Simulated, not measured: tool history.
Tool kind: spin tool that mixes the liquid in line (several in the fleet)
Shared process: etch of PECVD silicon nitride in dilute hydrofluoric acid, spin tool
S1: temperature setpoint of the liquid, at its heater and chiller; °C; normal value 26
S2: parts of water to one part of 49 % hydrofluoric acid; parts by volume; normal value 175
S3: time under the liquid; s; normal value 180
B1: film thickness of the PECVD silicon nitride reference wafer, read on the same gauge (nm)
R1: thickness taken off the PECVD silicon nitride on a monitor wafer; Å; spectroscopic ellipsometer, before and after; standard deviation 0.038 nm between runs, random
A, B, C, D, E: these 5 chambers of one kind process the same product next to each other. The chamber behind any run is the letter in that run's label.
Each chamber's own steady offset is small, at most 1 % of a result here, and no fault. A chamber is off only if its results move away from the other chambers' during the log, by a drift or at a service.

run   hour    S1   S2   S3      B1      R1
 1B   13.4    26  175  180     130  35.694
 2A   26.9    26  175  180     130  36.579
 3E   37.2    26  175  180     130  36.464
 4D   47.8    26  175  180  129.97  36.322
 5C   61.3    26  175  180  129.98   36.26
 6A   73.1    26  175  180  130.01  36.664
 7C   82.5    26  175  180     130  36.279
 8D   95.5    26  175  180  130.02  36.075
 9B  106.4    26  175  180  130.01  35.884
10E  116.5    26  175  180  129.97  36.286
11D    130    26  175  180     130  35.944
12B  140.3    26  175  180     130  36.352
13A  151.1    26  175  180  130.02  35.581
14C  161.3    26  175  180  129.99  35.875
15E  171.1    26  175  180  130.01   34.65
16A  185.6    26  175  180  130.01  35.934
17D  197.3    26  175  180  129.99  36.321
18C  209.4    26  175  180     130  36.132
19B  218.2    26  175  180     130  36.237
20E  227.2    26  175  180  130.01  34.262
21B  238.7    26  175  180  129.98  35.992
22D  246.8    26  175  180  129.99  35.649
23C  253.7  30.5  205  180     130  40.224
24E    268  30.5  205  180     130  37.407
25A  281.3  30.5  205  180     130  40.729
26A  294.8  30.5  205  180  129.99  40.846
27C  309.7  30.5  205  180  130.03  40.704
28B  318.4    26  175  180  130.01  35.921
29D  330.2    26  175  135     130  26.699
30E  342.3    26  175  135     130  24.604
     354.2  -- chamber C: hydrofluoric acid flow meter replaced
31C  357.3    26  175  135     130  27.454
32E  367.2    26  175  135  129.98  24.438
33D  374.6    26  175  135     130  26.898
34A  383.8    26  175  180  129.97  35.747
35B  396.6    26  175  180  130.02  36.553

Has any chamber moved away from the others, gradually or after a service, or does the common gauge drift, or do the chambers differ only by their own small steady offsets? State the chamber and the most likely cause if one applies.

It is chamber E that slowly wanders off from its peers.
Cause: hydrofluoric acid flow below the setpoint (%) = 10.6.
With only this log, it may be confused with: liquid colder than its thermometer reads (K).

Chamber E could run next with any of the 4 candidate recipes listed below; each alters the usual settings, and their results appear as question marks. Which one brings its results back in line with what the other chambers deliver on the usual settings?
In-line tolerance around the mean of the other chambers on the usual settings: R1 1.3 Å
36E-1  407.7  25  210  180       ?
36E-2  407.7  26  175  200       ?
36E-3  407.7  26  175  160       ?
36E-4  407.7  26  140  180       ?

Other chambers, usual settings, mean: R1 35.984 Å
  run      R1
36E-1  25.079
36E-2  35.559
36E-3  28.448
36E-4  40.058
With 36E-2, the chamber falls back in line with the rest.
